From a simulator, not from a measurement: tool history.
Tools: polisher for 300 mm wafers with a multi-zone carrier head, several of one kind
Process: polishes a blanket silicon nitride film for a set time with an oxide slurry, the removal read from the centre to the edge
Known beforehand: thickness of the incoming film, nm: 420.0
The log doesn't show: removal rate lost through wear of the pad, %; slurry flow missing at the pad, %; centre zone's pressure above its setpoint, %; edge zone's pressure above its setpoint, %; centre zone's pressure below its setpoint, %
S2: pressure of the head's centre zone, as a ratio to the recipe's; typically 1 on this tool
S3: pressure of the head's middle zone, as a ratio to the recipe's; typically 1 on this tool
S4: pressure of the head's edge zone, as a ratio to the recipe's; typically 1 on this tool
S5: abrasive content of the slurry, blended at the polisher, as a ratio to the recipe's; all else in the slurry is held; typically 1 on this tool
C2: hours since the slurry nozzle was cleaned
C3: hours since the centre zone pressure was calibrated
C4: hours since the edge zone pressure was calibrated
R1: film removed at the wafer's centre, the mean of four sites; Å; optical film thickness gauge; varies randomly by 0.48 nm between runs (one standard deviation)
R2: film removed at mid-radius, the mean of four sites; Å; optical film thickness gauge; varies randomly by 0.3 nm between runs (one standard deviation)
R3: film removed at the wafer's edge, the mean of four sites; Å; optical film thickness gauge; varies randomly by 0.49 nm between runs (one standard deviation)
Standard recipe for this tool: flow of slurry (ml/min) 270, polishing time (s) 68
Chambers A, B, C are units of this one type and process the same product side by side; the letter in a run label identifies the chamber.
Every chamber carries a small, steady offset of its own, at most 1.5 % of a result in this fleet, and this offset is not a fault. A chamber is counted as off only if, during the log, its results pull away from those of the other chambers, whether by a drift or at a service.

{"run": "1C", "day": 0.438, "flow of slurry (ml/min)": 270, "S2": 1, "S3": 1, "S4": 1, "S5": 1, "polishing time (s)": 68, "wafers polished on this pad": 1436, "C2": 327.8, "C3": 633, "C4": 485.3, "R1": 395.13, "R2": 390.23, "R3": 390.63}
{"run": "2B", "day": 0.662, "flow of slurry (ml/min)": 270, "S2": 1, "S3": 1, "S4": 1, "S5": 1, "polishing time (s)": 68, "wafers polished on this pad": 128, "C2": 401.8, "C3": 552.5, "C4": 360.7, "R1": 389.38, "R2": 392.24, "R3": 397.53}
{"run": "3A", "day": 1.138, "flow of slurry (ml/min)": 270, "S2": 1, "S3": 1, "S4": 1, "S5": 1, "polishing time (s)": 68, "wafers polished on this pad": 1273, "C2": 85.1, "C3": 99.5, "C4": 233.4, "R1": 389.32, "R2": 397.27, "R3": 398.28}
{"run": "4B", "day": 1.55, "flow of slurry (ml/min)": 270, "S2": 1, "S3": 1, "S4": 1, "S5": 1, "polishing time (s)": 68, "wafers polished on this pad": 259, "C2": 423.1, "C3": 573.8, "C4": 382, "R1": 396.14, "R2": 393.14, "R3": 390.3}
{"day": 1.779, "done": "chamber C: worn pad replaced by a new one"}
{"run": "5A", "day": 2.05, "flow of slurry (ml/min)": 270, "S2": 1, "S3": 1, "S4": 1, "S5": 1, "polishing time (s)": 68, "wafers polished on this pad": 1408, "C2": 107, "C3": 121.4, "C4": 255.3, "R1": 403.77, "R2": 398.99, "R3": 402.94}
{"day": 2.054, "done": "chamber C: edge zone pressure recalibrated"}
{"run": "6C", "day": 2.321, "flow of slurry (ml/min)": 270, "S2": 1, "S3": 1, "S4": 1, "S5": 1, "polishing time (s)": 68, "wafers polished on this pad": 80, "C2": 373, "C3": 678.2, "C4": 6.4, "R1": 400.75, "R2": 392.97, "R3": 392.79}
{"day": 2.621, "done": "chamber A: worn pad replaced by a new one"}
{"run": "7C", "day": 2.775, "flow of slurry (ml/min)": 270, "S2": 1, "S3": 1, "S4": 1, "S5": 1, "polishing time (s)": 68, "wafers polished on this pad": 147, "C2": 383.9, "C3": 689.1, "C4": 17.3, "R1": 390.16, "R2": 397.01, "R3": 388.15}
{"run": "8B", "day": 3.158, "flow of slurry (ml/min)": 270, "S2": 1, "S3": 1, "S4": 1, "S5": 1, "polishing time (s)": 68, "wafers polished on this pad": 496, "C2": 461.7, "C3": 612.4, "C4": 420.6, "R1": 395.72, "R2": 394.65, "R3": 398.02}
{"run": "9A", "day": 3.383, "flow of slurry (ml/min)": 270, "S2": 1, "S3": 1, "S4": 1, "S5": 1, "polishing time (s)": 68, "wafers polished on this pad": 112, "C2": 139, "C3": 153.4, "C4": 287.3, "R1": 407.74, "R2": 398.59, "R3": 391.39}
{"day": 3.558, "done": "chamber B: worn pad replaced by a new one"}
{"run": "10B", "day": 3.704, "flow of slurry (ml/min)": 270, "S2": 1, "S3": 1, "S4": 1, "S5": 1, "polishing time (s)": 68, "wafers polished on this pad": 21, "C2": 474.8, "C3": 625.5, "C4": 433.7, "R1": 396.93, "R2": 396.47, "R3": 393.42}
{"run": "11C", "day": 4.029, "flow of slurry (ml/min)": 270, "S2": 1, "S3": 1, "S4": 1, "S5": 1, "polishing time (s)": 68, "wafers polished on this pad": 331, "C2": 414, "C3": 719.2, "C4": 47.4, "R1": 393.22, "R2": 395.95, "R3": 381.75}
{"run": "12A", "day": 4.438, "flow of slurry (ml/min)": 270, "S2": 1, "S3": 1, "S4": 1, "S5": 1, "polishing time (s)": 68, "wafers polished on this pad": 268, "C2": 164.3, "C3": 178.7, "C4": 312.6, "R1": 395.65, "R2": 399.04, "R3": 390.72}
{"run": "13C", "day": 4.679, "flow of slurry (ml/min)": 270, "S2": 1, "S3": 1.06, "S4": 1, "S5": 1, "polishing time (s)": 75, "wafers polished on this pad": 427, "C2": 429.6, "C3": 734.8, "C4": 63, "R1": 427.29, "R2": 453.83, "R3": 423.92}
{"run": "14B", "day": 4.958, "flow of slurry (ml/min)": 270, "S2": 1, "S3": 1.06, "S4": 1, "S5": 1, "polishing time (s)": 75, "wafers polished on this pad": 206, "C2": 504.9, "C3": 655.6, "C4": 463.8, "R1": 457.23, "R2": 457.56, "R3": 417.53}
{"run": "15A", "day": 5.367, "flow of slurry (ml/min)": 270, "S2": 1, "S3": 1.06, "S4": 1, "S5": 1, "polishing time (s)": 75, "wafers polished on this pad": 405, "C2": 186.6, "C3": 201, "C4": 334.9, "R1": 440.14, "R2": 467.78, "R3": 437.23}
{"run": "16C", "day": 5.804, "flow of slurry (ml/min)": 270, "S2": 1, "S3": 1, "S4": 1, "S5": 1, "polishing time (s)": 68, "wafers polished on this pad": 593, "C2": 456.6, "C3": 761.8, "C4": 90, "R1": 394.3, "R2": 388.07, "R3": 396.98}
{"run": "17A", "day": 6.246, "flow of slurry (ml/min)": 270, "S2": 1, "S3": 1, "S4": 1, "S5": 1, "polishing time (s)": 68, "wafers polished on this pad": 534, "C2": 207.7, "C3": 222.1, "C4": 356, "R1": 393.05, "R2": 393.77, "R3": 385.76}
{"run": "18B", "day": 6.646, "flow of slurry (ml/min)": 270, "S2": 1, "S3": 1, "S4": 1, "S5": 1, "polishing time (s)": 68, "wafers polished on this pad": 455, "C2": 545.4, "C3": 696.1, "C4": 504.3, "R1": 416.72, "R2": 389.53, "R3": 395.77}
{"run": "19B", "day": 7.125, "flow of slurry (ml/min)": 270, "S2": 1, "S3": 1, "S4": 1, "S5": 1, "polishing time (s)": 68, "wafers polished on this pad": 526, "C2": 556.9, "C3": 707.6, "C4": 515.8, "R1": 417.17, "R2": 395.18, "R3": 393.31}
{"day": 7.292, "done": "chamber C: slurry nozzle cleaned"}
{"run": "20A", "day": 7.504, "flow of slurry (ml/min)": 270, "S2": 1, "S3": 1, "S4": 1, "S5": 1, "polishing time (s)": 68, "wafers polished on this pad": 720, "C2": 237.9, "C3": 252.3, "C4": 386.2, "R1": 392.95, "R2": 399.38, "R3": 399.95}
{"day": 7.725, "done": "chamber B: worn pad replaced by a new one"}
{"run": "21C", "day": 7.792, "flow of slurry (ml/min)": 270, "S2": 1, "S3": 1, "S4": 1, "S5": 1, "polishing time (s)": 68, "wafers polished on this pad": 886, "C2": 12, "C3": 809.5, "C4": 137.7, "R1": 389.89, "R2": 383.14, "R3": 394.47}
{"run": "22A", "day": 8.029, "flow of slurry (ml/min)": 195, "S2": 0.95, "S3": 1, "S4": 1, "S5": 1, "polishing time (s)": 68, "wafers polished on this pad": 797, "C2": 250.5, "C3": 264.9, "C4": 398.8, "R1": 351.03, "R2": 380.83, "R3": 382.09}
{"run": "23C", "day": 8.271, "flow of slurry (ml/min)": 195, "S2": 0.95, "S3": 1, "S4": 1, "S5": 1, "polishing time (s)": 68, "wafers polished on this pad": 957, "C2": 23.5, "C3": 821, "C4": 149.2, "R1": 350.48, "R2": 373.03, "R3": 382.31}
{"run": "24B", "day": 8.496, "flow of slurry (ml/min)": 195, "S2": 0.95, "S3": 1, "S4": 1, "S5": 1, "polishing time (s)": 68, "wafers polished on this pad": 113, "C2": 589.8, "C3": 740.5, "C4": 548.7, "R1": 378.78, "R2": 377.72, "R3": 381.19}
{"run": "25A", "day": 8.879, "flow of slurry (ml/min)": 270, "S2": 1, "S3": 1, "S4": 1, "S5": 1, "polishing time (s)": 68, "wafers polished on this pad": 922, "C2": 270.9, "C3": 285.3, "C4": 419.2, "R1": 391.62, "R2": 405.21, "R3": 395.73}
{"run": "26B", "day": 9.225, "flow of slurry (ml/min)": 270, "S2": 1, "S3": 1, "S4": 1, "S5": 1, "polishing time (s)": 68, "wafers polished on this pad": 221, "C2": 607.3, "C3": 758, "C4": 566.2, "R1": 426.09, "R2": 387.79, "R3": 392.21}
{"run": "27C", "day": 9.508, "flow of slurry (ml/min)": 270, "S2": 1, "S3": 1, "S4": 1, "S5": 1, "polishing time (s)": 68, "wafers polished on this pad": 1139, "C2": 53.2, "C3": 850.7, "C4": 178.9, "R1": 395.69, "R2": 395.37, "R3": 392.64}
{"run": "28B", "day": 9.758, "flow of slurry (ml/min)": 270, "S2": 1, "S3": 1, "S4": 1, "S5": 1, "polishing time (s)": 68, "wafers polished on this pad": 299, "C2": 620.1, "C3": 770.8, "C4": 579, "R1": 426.88, "R2": 400.47, "R3": 385.47}
{"run": "29C", "day": 10.196, "flow of slurry (ml/min)": 270, "S2": 1, "S3": 1, "S4": 1, "S5": 1, "polishing time (s)": 68, "wafers polished on this pad": 1240, "C2": 69.7, "C3": 867.2, "C4": 195.4, "R1": 389.23, "R2": 390.09, "R3": 395.43}
{"run": "30A", "day": 10.683, "flow of slurry (ml/min)": 270, "S2": 1, "S3": 1, "S4": 1, "S5": 1, "polishing time (s)": 68, "wafers polished on this pad": 1188, "C2": 314.2, "C3": 328.6, "C4": 462.5, "R1": 409.03, "R2": 396.51, "R3": 406.26}
{"run": "31B", "day": 10.921, "flow of slurry (ml/min)": 270, "S2": 1, "S3": 1, "S4": 1, "S5": 1, "polishing time (s)": 68, "wafers polished on this pad": 471, "C2": 648, "C3": 798.7, "C4": 606.9, "R1": 437.53, "R2": 394.2, "R3": 397.73}
{"run": "32C", "day": 11.229, "flow of slurry (ml/min)": 270, "S2": 1, "S3": 1, "S4": 1, "S5": 1, "polishing time (s)": 68, "wafers polished on this pad": 1393, "C2": 94.5, "C3": 892, "C4": 220.2, "R1": 395.63, "R2": 386.52, "R3": 394.75}
{"day": 11.258, "done": "chamber B: worn pad replaced by a new one"}
{"day": 11.262, "done": "chamber A: worn pad replaced by a new one"}
{"run": "33A", "day": 11.504, "flow of slurry (ml/min)": 270, "S2": 1, "S3": 1, "S4": 1, "S5": 1, "polishing time (s)": 68, "wafers polished on this pad": 35, "C2": 333.9, "C3": 348.3, "C4": 482.2, "R1": 397.53, "R2": 397.84, "R3": 408.68}
{"run": "34A", "day": 11.817, "flow of slurry (ml/min)": 270, "S2": 1, "S3": 1, "S4": 1, "S5": 1, "polishing time (s)": 68, "wafers polished on this pad": 81, "C2": 341.4, "C3": 355.8, "C4": 489.7, "R1": 399.15, "R2": 398.75, "R3": 395.81}
{"run": "35B", "day": 12.158, "flow of slurry (ml/min)": 270, "S2": 1, "S3": 1, "S4": 1, "S5": 1, "polishing time (s)": 68, "wafers polished on this pad": 132, "C2": 677.7, "C3": 828.4, "C4": 636.6, "R1": 448.33, "R2": 394.19, "R3": 396.95}

Each of the 3 chambers runs these same settings next. Fill in every chamber's results:
{"run": "36A", "day": 12.521, "flow of slurry (ml/min)": 270, "S2": 1, "S3": 1, "S4": 1, "S5": 1, "polishing time (s)": 55, "R1": "?", "R2": "?", "R3": "?"}
{"run": "36B", "day": 12.521, "flow of slurry (ml/min)": 270, "S2": 1, "S3": 1, "S4": 1, "S5": 1, "polishing time (s)": 55, "R1": "?", "R2": "?", "R3": "?"}
{"run": "36C", "day": 12.521, "flow of slurry (ml/min)": 270, "S2": 1, "S3": 1, "S4": 1, "S5": 1, "polishing time (s)": 55, "R1": "?", "R2": "?", "R3": "?"}

run=36A R1=311.63 R2=318.54 R3=320.44
run=36B R1=364.58 R2=324.58 R3=322.17
run=36C R1=316.09 R2=313.78 R3=312.84
